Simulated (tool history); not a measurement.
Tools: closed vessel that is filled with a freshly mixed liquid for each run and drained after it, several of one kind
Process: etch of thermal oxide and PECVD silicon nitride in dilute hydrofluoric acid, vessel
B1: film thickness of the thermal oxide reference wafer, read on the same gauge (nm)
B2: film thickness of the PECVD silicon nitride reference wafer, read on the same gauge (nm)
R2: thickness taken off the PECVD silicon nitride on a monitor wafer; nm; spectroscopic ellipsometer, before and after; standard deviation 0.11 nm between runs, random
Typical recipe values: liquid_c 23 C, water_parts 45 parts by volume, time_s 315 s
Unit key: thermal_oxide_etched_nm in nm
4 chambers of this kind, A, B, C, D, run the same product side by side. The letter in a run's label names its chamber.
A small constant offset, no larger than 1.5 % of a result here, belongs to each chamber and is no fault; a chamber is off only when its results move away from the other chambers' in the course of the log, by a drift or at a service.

Run 1D, day 0.196: usual settings; B1 119.98; B2 59.985. Result: thermal_oxide_etched_nm 33.671 nm, R2 27.873 nm.
Run 2C, day 0.425: usual settings; B1 120; B2 60.045. Result: thermal_oxide_etched_nm 33.748 nm, R2 28.045 nm.
Run 3A, day 0.838: usual settings; B1 119.98; B2 60.018. Result: thermal_oxide_etched_nm 34.887 nm, R2 28.549 nm.
Run 4B, day 1.258: usual settings; B1 119.98; B2 60.002. Result: thermal_oxide_etched_nm 34.072 nm, R2 28.38 nm.
Run 5A, day 1.658: usual settings; B1 120.03; B2 59.989. Result: thermal_oxide_etched_nm 34.53 nm, R2 28.416 nm.
Run 6B, day 1.871: usual settings; B1 119.98; B2 60.037. Result: thermal_oxide_etched_nm 34.071 nm, R2 28.237 nm.
Run 7C, day 2.154: usual settings but time_s 155 s; B1 120.03; B2 59.999. Result: thermal_oxide_etched_nm 16.73 nm, R2 13.859 nm.
Run 8D, day 2.517: usual settings but time_s 155 s; B1 119.94; B2 59.956. Result: thermal_oxide_etched_nm 16.507 nm, R2 13.893 nm.
Run 9A, day 2.904: usual settings but time_s 155 s; B1 120; B2 59.981. Result: thermal_oxide_etched_nm 17.287 nm, R2 14.107 nm.
Run 10B, day 3.121: usual settings but time_s 155 s; B1 120.01; B2 59.956. Result: thermal_oxide_etched_nm 16.654 nm, R2 13.923 nm.
Run 11C, day 3.321: usual settings; B1 120.02; B2 60.028. Result: thermal_oxide_etched_nm 34.091 nm, R2 28.038 nm.
Run 12D, day 3.683: usual settings; B1 120.03; B2 60.015. Result: thermal_oxide_etched_nm 33.8 nm, R2 28.146 nm.
Run 13C, day 4.083: usual settings; B1 119.99; B2 60.008. Result: thermal_oxide_etched_nm 33.669 nm, R2 28.179 nm.
Run 14D, day 4.283: usual settings; B1 120.01; B2 59.98. Result: thermal_oxide_etched_nm 34.163 nm, R2 28.296 nm.
Run 15A, day 4.629: usual settings; B1 119.99; B2 59.96. Result: thermal_oxide_etched_nm 34.625 nm, R2 28.667 nm.
Run 16B, day 4.867: usual settings; B1 120.01; B2 60.002. Result: thermal_oxide_etched_nm 33.784 nm, R2 28.165 nm.
Run 17B, day 5.292: usual settings; B1 119.97; B2 60.006. Result: thermal_oxide_etched_nm 33.673 nm, R2 28.194 nm.
Run 18C, day 5.5: usual settings; B1 120; B2 60.026. Result: thermal_oxide_etched_nm 34.146 nm, R2 28.01 nm.
Run 19D, day 5.838: usual settings but liquid_c 27 C, water_parts 50 parts by volume; B1 120.02; B2 59.978. Result: thermal_oxide_etched_nm 36.174 nm, R2 34.16 nm.
Run 20A, day 6.162: usual settings but liquid_c 27 C, water_parts 50 parts by volume; B1 120.03; B2 59.994. Result: thermal_oxide_etched_nm 35.869 nm, R2 33.663 nm.
Run 21A, day 6.412: usual settings but liquid_c 27 C, water_parts 50 parts by volume; B1 120.01; B2 60.019. Result: thermal_oxide_etched_nm 36.331 nm, R2 33.526 nm.
Run 22C, day 6.812: usual settings but liquid_c 27 C, water_parts 50 parts by volume; B1 120; B2 60.006. Result: thermal_oxide_etched_nm 35.413 nm, R2 33.143 nm.
Run 23D, day 7.033: usual settings; B1 119.98; B2 59.981. Result: thermal_oxide_etched_nm 35.077 nm, R2 28.875 nm.
Run 24B, day 7.233: usual settings; B1 119.97; B2 59.962. Result: thermal_oxide_etched_nm 33.811 nm, R2 28.202 nm.
At day 7.479: chamber B: hydrofluoric acid flow meter replaced.
Run 25C, day 7.558: usual settings; B1 120.01; B2 59.965. Result: thermal_oxide_etched_nm 34.193 nm, R2 28.057 nm.
Run 26A, day 7.775: usual settings; B1 120; B2 59.989. Result: thermal_oxide_etched_nm 34.183 nm, R2 28.66 nm.
Run 27D, day 8.167: usual settings; B1 120; B2 59.977. Result: thermal_oxide_etched_nm 35.414 nm, R2 29.24 nm.
Run 28B, day 8.392: usual settings but liquid_c 27 C; B1 119.99; B2 60.01. Result: thermal_oxide_etched_nm 40.289 nm, R2 36.808 nm.
Run 29B, day 8.817: usual settings but liquid_c 27 C; B1 119.98; B2 60.012. Result: thermal_oxide_etched_nm 39.751 nm, R2 36.735 nm.
Run 30C, day 9.188: usual settings but liquid_c 27 C; B1 120.03; B2 60.019. Result: thermal_oxide_etched_nm 39.971 nm, R2 36.784 nm.
Run 31D, day 9.454: usual settings but liquid_c 27 C; B1 120.01; B2 59.974. Result: thermal_oxide_etched_nm 43.202 nm, R2 38.726 nm.
Run 32A, day 9.712: usual settings; B1 120; B2 59.983. Result: thermal_oxide_etched_nm 34.917 nm, R2 28.448 nm.
Run 33A, day 9.946: usual settings; B1 120; B2 59.971. Result: thermal_oxide_etched_nm 34.769 nm, R2 28.429 nm.
Run 34D, day 10.346: usual settings; B1 120.01; B2 59.974. Result: thermal_oxide_etched_nm 35.481 nm, R2 29.893 nm.
Run 35C, day 10.65: usual settings; B1 120; B2 60.01. Result: thermal_oxide_etched_nm 34.312 nm, R2 27.983 nm.

Does one chamber stand apart from the rest, does the shared gauge drift, or is all well apart from small per-chamber offsets? Give the chamber and the most likely cause, where there is one.

It is chamber D that slowly wanders off from its peers.
Cause: hydrofluoric acid flow above the setpoint (%) = 7.62.

Here are 4 candidates for chamber D's next run, each the usual settings with a change, their results left as question marks. Which one brings its results back in line with what the others give on the usual settings?
In line means no further than this from the other chambers' mean on the usual settings: thermal_oxide_etched_nm 1.1 nm; R2 0.39 nm
Run 36D-1, day 10.962: usual settings but time_s 325 s. Result: thermal_oxide_etched_nm ?, R2 ?.
Run 36D-2, day 10.962: usual settings but time_s 335 s. Result: thermal_oxide_etched_nm ?, R2 ?.
Run 36D-3, day 10.962: usual settings but time_s 295 s. Result: thermal_oxide_etched_nm ?, R2 ?.
Run 36D-4, day 10.962: usual settings but time_s 305 s. Result: thermal_oxide_etched_nm ?, R2 ?.

Mean of the other chambers on the usual settings: thermal_oxide_etched_nm 34.252 nm; R2 28.237 nm
  run  thermal_oxide_etched_nm      R2
36D-1                   37.562   31.05
36D-2                   38.718  32.005
36D-3                   34.095  28.184
36D-4                    35.25  29.139
Change 36D-3 lands the chamber within the allowed miss of the other chambers.
